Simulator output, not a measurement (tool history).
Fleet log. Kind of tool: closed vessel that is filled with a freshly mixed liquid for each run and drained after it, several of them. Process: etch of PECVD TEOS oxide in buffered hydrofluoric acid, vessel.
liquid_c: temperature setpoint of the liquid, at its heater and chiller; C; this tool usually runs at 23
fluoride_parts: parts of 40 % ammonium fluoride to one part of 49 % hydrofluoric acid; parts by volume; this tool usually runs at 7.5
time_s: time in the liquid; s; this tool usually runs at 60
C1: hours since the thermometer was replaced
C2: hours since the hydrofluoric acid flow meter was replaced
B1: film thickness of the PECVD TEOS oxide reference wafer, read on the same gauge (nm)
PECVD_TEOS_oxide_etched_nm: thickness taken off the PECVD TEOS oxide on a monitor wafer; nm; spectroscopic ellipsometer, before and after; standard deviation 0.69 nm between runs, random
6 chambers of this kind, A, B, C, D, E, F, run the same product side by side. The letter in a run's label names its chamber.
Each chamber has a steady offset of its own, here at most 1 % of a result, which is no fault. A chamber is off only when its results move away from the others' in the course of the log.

-- hour=1.8 chamber A: thermometer replaced
-- hour=2.3 chamber A: hydrofluoric acid flow meter replaced
run 1D hour=9.1 | liquid_c=23 fluoride_parts=7.5 time_s=60 | C1=416.6 C2=841.4 | B1=49.982 | PECVD_TEOS_oxide_etched_nm=90.698
run 2F hour=23.6 | liquid_c=23 fluoride_parts=7.5 time_s=60 | C1=234 C2=680.3 | B1=49.999 | PECVD_TEOS_oxide_etched_nm=92.671
run 3C hour=38.8 | liquid_c=23 fluoride_parts=7.5 time_s=60 | C1=355.6 C2=1409.1 | B1=49.992 | PECVD_TEOS_oxide_etched_nm=91.683
run 4E hour=51.2 | liquid_c=23 fluoride_parts=7.5 time_s=60 | C1=1721.8 C2=946.3 | B1=50.033 | PECVD_TEOS_oxide_etched_nm=90.616
run 5A hour=64.3 | liquid_c=23 fluoride_parts=7.5 time_s=60 | C1=62.5 C2=62.1 | B1=50.023 | PECVD_TEOS_oxide_etched_nm=91.824
run 6B hour=76 | liquid_c=23 fluoride_parts=7.5 time_s=35 | C1=1935.1 C2=126.5 | B1=49.976 | PECVD_TEOS_oxide_etched_nm=53.159
run 7A hour=88.3 | liquid_c=23 fluoride_parts=7.5 time_s=35 | C1=86.5 C2=86.1 | B1=49.976 | PECVD_TEOS_oxide_etched_nm=53.833
run 8C hour=97.7 | liquid_c=23 fluoride_parts=7.5 time_s=35 | C1=414.5 C2=1468 | B1=50.003 | PECVD_TEOS_oxide_etched_nm=53.402
run 9D hour=108.7 | liquid_c=23 fluoride_parts=7.5 time_s=35 | C1=516.2 C2=941 | B1=50.004 | PECVD_TEOS_oxide_etched_nm=54.254
run 10E hour=121.7 | liquid_c=23 fluoride_parts=7.5 time_s=35 | C1=1792.3 C2=1016.8 | B1=49.976 | PECVD_TEOS_oxide_etched_nm=53.276
run 11F hour=134.1 | liquid_c=23 fluoride_parts=7.5 time_s=35 | C1=344.5 C2=790.8 | B1=49.983 | PECVD_TEOS_oxide_etched_nm=54.331
run 12B hour=143.5 | liquid_c=23 fluoride_parts=7.5 time_s=60 | C1=2002.6 C2=194 | B1=49.98 | PECVD_TEOS_oxide_etched_nm=91.855
run 13A hour=150.3 | liquid_c=23 fluoride_parts=7.5 time_s=60 | C1=148.5 C2=148.1 | B1=49.991 | PECVD_TEOS_oxide_etched_nm=92.313
-- hour=151.1 chamber D: thermometer replaced
run 14D hour=163.6 | liquid_c=23 fluoride_parts=7.5 time_s=60 | C1=12.6 C2=995.9 | B1=49.971 | PECVD_TEOS_oxide_etched_nm=92.791
run 15E hour=176.6 | liquid_c=23 fluoride_parts=7.5 time_s=60 | C1=1847.2 C2=1071.7 | B1=50.007 | PECVD_TEOS_oxide_etched_nm=91.725
-- hour=185.1 chamber E: hydrofluoric acid flow meter replaced
run 16C hour=191.8 | liquid_c=26 fluoride_parts=10 time_s=60 | C1=508.6 C2=1562.1 | B1=50.036 | PECVD_TEOS_oxide_etched_nm=83.13
run 17B hour=206.8 | liquid_c=26 fluoride_parts=10 time_s=60 | C1=2065.9 C2=257.3 | B1=49.99 | PECVD_TEOS_oxide_etched_nm=82.635
run 18F hour=215.4 | liquid_c=26 fluoride_parts=10 time_s=60 | C1=425.8 C2=872.1 | B1=50.017 | PECVD_TEOS_oxide_etched_nm=83.956
run 19C hour=226.1 | liquid_c=26 fluoride_parts=10 time_s=60 | C1=542.9 C2=1596.4 | B1=49.992 | PECVD_TEOS_oxide_etched_nm=84.321
-- hour=235.8 chamber C: hydrofluoric acid flow meter replaced
run 20B hour=236.5 | liquid_c=26 fluoride_parts=10 time_s=60 | C1=2095.6 C2=287 | B1=49.981 | PECVD_TEOS_oxide_etched_nm=82.862
run 21D hour=244.9 | liquid_c=26 fluoride_parts=10 time_s=60 | C1=93.9 C2=1077.2 | B1=50.012 | PECVD_TEOS_oxide_etched_nm=84.736
run 22A hour=257 | liquid_c=23 fluoride_parts=7.5 time_s=60 | C1=255.2 C2=254.8 | B1=49.993 | PECVD_TEOS_oxide_etched_nm=91.679
run 23F hour=266.3 | liquid_c=23 fluoride_parts=7.5 time_s=85 | C1=476.7 C2=923 | B1=49.976 | PECVD_TEOS_oxide_etched_nm=129.67
run 24E hour=276.5 | liquid_c=23 fluoride_parts=7.5 time_s=85 | C1=1947.1 C2=91.5 | B1=49.995 | PECVD_TEOS_oxide_etched_nm=129.07
run 25C hour=286.9 | liquid_c=23 fluoride_parts=7.5 time_s=85 | C1=603.7 C2=51.2 | B1=50.014 | PECVD_TEOS_oxide_etched_nm=130.45
run 26A hour=300.1 | liquid_c=23 fluoride_parts=7.5 time_s=85 | C1=298.3 C2=297.9 | B1=49.999 | PECVD_TEOS_oxide_etched_nm=130.9
run 27D hour=310.3 | liquid_c=23 fluoride_parts=7.5 time_s=85 | C1=159.3 C2=1142.6 | B1=50.027 | PECVD_TEOS_oxide_etched_nm=134.84
run 28E hour=319.7 | liquid_c=23 fluoride_parts=7.5 time_s=85 | C1=1990.3 C2=134.7 | B1=49.994 | PECVD_TEOS_oxide_etched_nm=129.74
run 29F hour=328.7 | liquid_c=23 fluoride_parts=7.5 time_s=60 | C1=539.1 C2=985.4 | B1=49.989 | PECVD_TEOS_oxide_etched_nm=92.62
run 30B hour=341.5 | liquid_c=23 fluoride_parts=7.5 time_s=60 | C1=2200.6 C2=392 | B1=50.026 | PECVD_TEOS_oxide_etched_nm=92.021
run 31A hour=352.3 | liquid_c=23 fluoride_parts=7.5 time_s=60 | C1=350.5 C2=350.1 | B1=49.95 | PECVD_TEOS_oxide_etched_nm=91.362
run 32C hour=360.8 | liquid_c=23 fluoride_parts=7.5 time_s=60 | C1=677.6 C2=125.1 | B1=49.999 | PECVD_TEOS_oxide_etched_nm=91.543
run 33D hour=371.7 | liquid_c=23 fluoride_parts=7.5 time_s=60 | C1=220.7 C2=1204 | B1=49.989 | PECVD_TEOS_oxide_etched_nm=97.935
run 34E hour=379.9 | liquid_c=23 fluoride_parts=7.5 time_s=60 | C1=2050.5 C2=194.9 | B1=50.018 | PECVD_TEOS_oxide_etched_nm=90.744
run 35F hour=391.3 | liquid_c=23 fluoride_parts=7.5 time_s=60 | C1=601.7 C2=1048 | B1=50 | PECVD_TEOS_oxide_etched_nm=92.879
run 36B hour=406.9 | liquid_c=23 fluoride_parts=7.5 time_s=60 | C1=2266 C2=457.4 | B1=50.016 | PECVD_TEOS_oxide_etched_nm=92.221
run 37E hour=416.3 | liquid_c=23 fluoride_parts=7.5 time_s=60 | C1=2086.9 C2=231.3 | B1=49.965 | PECVD_TEOS_oxide_etched_nm=91.415
-- hour=424.1 chamber B: thermometer replaced
run 38D hour=430.9 | liquid_c=25 fluoride_parts=7.5 time_s=60 | C1=279.9 C2=1263.2 | B1=50 | PECVD_TEOS_oxide_etched_nm=109.01
run 39A hour=439.7 | liquid_c=25 fluoride_parts=7.5 time_s=60 | C1=437.9 C2=437.5 | B1=50.001 | PECVD_TEOS_oxide_etched_nm=101.36
run 40F hour=451.1 | liquid_c=25 fluoride_parts=7.5 time_s=60 | C1=661.5 C2=1107.8 | B1=49.998 | PECVD_TEOS_oxide_etched_nm=101.91
run 41B hour=463.5 | liquid_c=25 fluoride_parts=7.5 time_s=60 | C1=39.4 C2=514 | B1=49.992 | PECVD_TEOS_oxide_etched_nm=104.1
run 42C hour=473.7 | liquid_c=25 fluoride_parts=7.5 time_s=60 | C1=790.5 C2=238 | B1=49.957 | PECVD_TEOS_oxide_etched_nm=101.2

For the next run the whole fleet of 6 chambers uses the same settings. Give each chamber's results:
run 43A hour=484.9 | liquid_c=23 fluoride_parts=7.5 time_s=60 | PECVD_TEOS_oxide_etched_nm=?
run 43B hour=484.9 | liquid_c=23 fluoride_parts=7.5 time_s=60 | PECVD_TEOS_oxide_etched_nm=?
run 43C hour=484.9 | liquid_c=23 fluoride_parts=7.5 time_s=60 | PECVD_TEOS_oxide_etched_nm=?
run 43D hour=484.9 | liquid_c=23 fluoride_parts=7.5 time_s=60 | PECVD_TEOS_oxide_etched_nm=?
run 43E hour=484.9 | liquid_c=23 fluoride_parts=7.5 time_s=60 | PECVD_TEOS_oxide_etched_nm=?
run 43F hour=484.9 | liquid_c=23 fluoride_parts=7.5 time_s=60 | PECVD_TEOS_oxide_etched_nm=?

run=43A PECVD_TEOS_oxide_etched_nm=91.347
run=43B PECVD_TEOS_oxide_etched_nm=91.815
run=43C PECVD_TEOS_oxide_etched_nm=91.542
run=43D PECVD_TEOS_oxide_etched_nm=99.234
run=43E PECVD_TEOS_oxide_etched_nm=90.792
run=43F PECVD_TEOS_oxide_etched_nm=92.189

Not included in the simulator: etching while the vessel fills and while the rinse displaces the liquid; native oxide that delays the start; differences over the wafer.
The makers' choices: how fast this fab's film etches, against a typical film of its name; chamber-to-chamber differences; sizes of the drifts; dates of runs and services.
